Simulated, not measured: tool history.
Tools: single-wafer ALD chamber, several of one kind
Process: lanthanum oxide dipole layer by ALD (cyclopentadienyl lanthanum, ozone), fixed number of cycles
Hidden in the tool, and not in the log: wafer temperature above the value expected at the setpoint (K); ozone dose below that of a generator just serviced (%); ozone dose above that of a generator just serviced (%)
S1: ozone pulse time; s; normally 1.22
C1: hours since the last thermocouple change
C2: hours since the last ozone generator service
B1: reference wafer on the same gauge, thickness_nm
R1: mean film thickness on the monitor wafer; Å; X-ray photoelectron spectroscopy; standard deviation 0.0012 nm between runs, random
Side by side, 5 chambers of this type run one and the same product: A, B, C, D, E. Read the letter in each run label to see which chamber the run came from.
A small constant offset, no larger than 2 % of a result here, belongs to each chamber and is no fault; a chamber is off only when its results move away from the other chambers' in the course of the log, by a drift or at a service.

{"run": "1A", "day": 0.408, "S1": 1.22, "C1": 1439.6, "C2": 173.0, "B1": 0.43809, "R1": 5.2649}
{"run": "2C", "day": 0.946, "S1": 1.22, "C1": 1284.7, "C2": 77.4, "B1": 0.43802, "R1": 5.243}
{"run": "3B", "day": 1.579, "S1": 1.22, "C1": 747.0, "C2": 359.1, "B1": 0.4381, "R1": 5.3749}
{"run": "4E", "day": 1.962, "S1": 1.22, "C1": 446.5, "C2": 674.7, "B1": 0.43786, "R1": 5.2546}
{"run": "5D", "day": 2.3, "S1": 1.22, "C1": 1592.9, "C2": 833.0, "B1": 0.43785, "R1": 5.267}
{"run": "6A", "day": 2.892, "S1": 1.22, "C1": 1499.2, "C2": 232.6, "B1": 0.43806, "R1": 5.2466}
{"run": "7D", "day": 3.308, "S1": 1.22, "C1": 1617.1, "C2": 857.2, "B1": 0.43804, "R1": 5.2736}
{"run": "8E", "day": 3.675, "S1": 1.22, "C1": 487.6, "C2": 715.8, "B1": 0.43825, "R1": 5.2456}
{"run": "9B", "day": 4.288, "S1": 1.22, "C1": 812.0, "C2": 424.1, "B1": 0.43809, "R1": 5.3789}
{"run": "10C", "day": 4.958, "S1": 1.22, "C1": 1381.0, "C2": 173.7, "B1": 0.43786, "R1": 5.2406}
{"run": "11C", "day": 5.35, "S1": 1.22, "C1": 1390.4, "C2": 183.1, "B1": 0.43809, "R1": 5.2542}
{"run": "12E", "day": 5.696, "S1": 1.22, "C1": 536.1, "C2": 764.3, "B1": 0.43807, "R1": 5.235}
{"run": "13D", "day": 6.371, "S1": 1.22, "C1": 1690.6, "C2": 930.7, "B1": 0.43794, "R1": 5.2658}
{"run": "14B", "day": 7.012, "S1": 1.22, "C1": 877.4, "C2": 489.5, "B1": 0.43788, "R1": 5.3651}
{"run": "15A", "day": 7.317, "S1": 1.22, "C1": 1605.4, "C2": 338.8, "B1": 0.43805, "R1": 5.2263}
{"day": 7.504, "done": "chamber D: ozone generator serviced"}
{"run": "16C", "day": 7.779, "S1": 1.22, "C1": 1448.7, "C2": 241.4, "B1": 0.43796, "R1": 5.2145}
{"day": 7.838, "done": "chamber A: thermocouple changed; heater temperature recalibrated"}
{"run": "17B", "day": 8.221, "S1": 1.22, "C1": 906.4, "C2": 518.5, "B1": 0.43805, "R1": 5.3964}
{"run": "18E", "day": 8.575, "S1": 1.22, "C1": 605.2, "C2": 833.4, "B1": 0.43801, "R1": 5.2141}
{"run": "19D", "day": 9.15, "S1": 1.22, "C1": 1757.3, "C2": 39.5, "B1": 0.43764, "R1": 5.2866}
{"run": "20A", "day": 9.629, "S1": 1.22, "C1": 43.0, "C2": 394.3, "B1": 0.43809, "R1": 5.2443}
{"run": "21B", "day": 9.921, "S1": 0.76, "C1": 947.2, "C2": 559.3, "B1": 0.43798, "R1": 4.5805}
{"run": "22D", "day": 10.279, "S1": 0.76, "C1": 1784.4, "C2": 66.6, "B1": 0.43787, "R1": 4.5285}
{"run": "23A", "day": 10.933, "S1": 0.76, "C1": 74.3, "C2": 425.6, "B1": 0.43789, "R1": 4.4843}
{"run": "24E", "day": 11.229, "S1": 0.76, "C1": 668.9, "C2": 897.1, "B1": 0.43797, "R1": 4.3819}
{"run": "25C", "day": 11.738, "S1": 0.76, "C1": 1543.7, "C2": 336.4, "B1": 0.43813, "R1": 4.4761}
{"run": "26C", "day": 12.321, "S1": 1.04, "C1": 1557.7, "C2": 350.4, "B1": 0.43829, "R1": 5.017}
{"run": "27E", "day": 12.746, "S1": 1.04, "C1": 705.3, "C2": 933.5, "B1": 0.4378, "R1": 4.9279}
{"run": "28B", "day": 13.188, "S1": 1.04, "C1": 1025.6, "C2": 637.7, "B1": 0.43768, "R1": 5.1553}
{"run": "29A", "day": 13.821, "S1": 1.04, "C1": 143.6, "C2": 494.9, "B1": 0.43798, "R1": 5.044}
{"run": "30D", "day": 14.271, "S1": 1.04, "C1": 1880.2, "C2": 162.4, "B1": 0.438, "R1": 5.0636}
{"run": "31D", "day": 14.754, "S1": 1.22, "C1": 1891.8, "C2": 174.0, "B1": 0.43779, "R1": 5.2485}
{"run": "32B", "day": 15.288, "S1": 0.97, "C1": 1076.0, "C2": 688.1, "B1": 0.43804, "R1": 5.0429}

What goes on in this fleet: one chamber off, a drifting gauge, or nothing beyond the chambers' own small offsets? Name the chamber and the cause, if any.

Chamber E drifts away from the others.
Most likely cause: ozone dose below that of a generator just serviced (%) = 8.48.

Below are 4 candidate recipes for chamber E's next run, each the usual settings with a change, their results shown as question marks. Which of them brings E's results back in line with what the other chambers give on the usual settings?
Maximum distance from the other chambers' mean on the usual settings for a result to count as in line: R1 0.0420 Å
{"run": "33E-1", "day": 15.775, "S1": 1.1, "R1": "?"}
{"run": "33E-2", "day": 15.775, "S1": 1.36, "R1": "?"}
{"run": "33E-3", "day": 15.775, "S1": 1.05, "R1": "?"}
{"run": "33E-4", "day": 15.775, "S1": 1.45, "R1": "?"}

On the usual settings, the other chambers give on average: R1 5.2867 Å
run=33E-1 R1=4.9876
run=33E-2 R1=5.2800
run=33E-3 R1=4.9136
run=33E-4 R1=5.3528
The right change is 33E-2: it brings the chamber back within the allowed miss of the others.
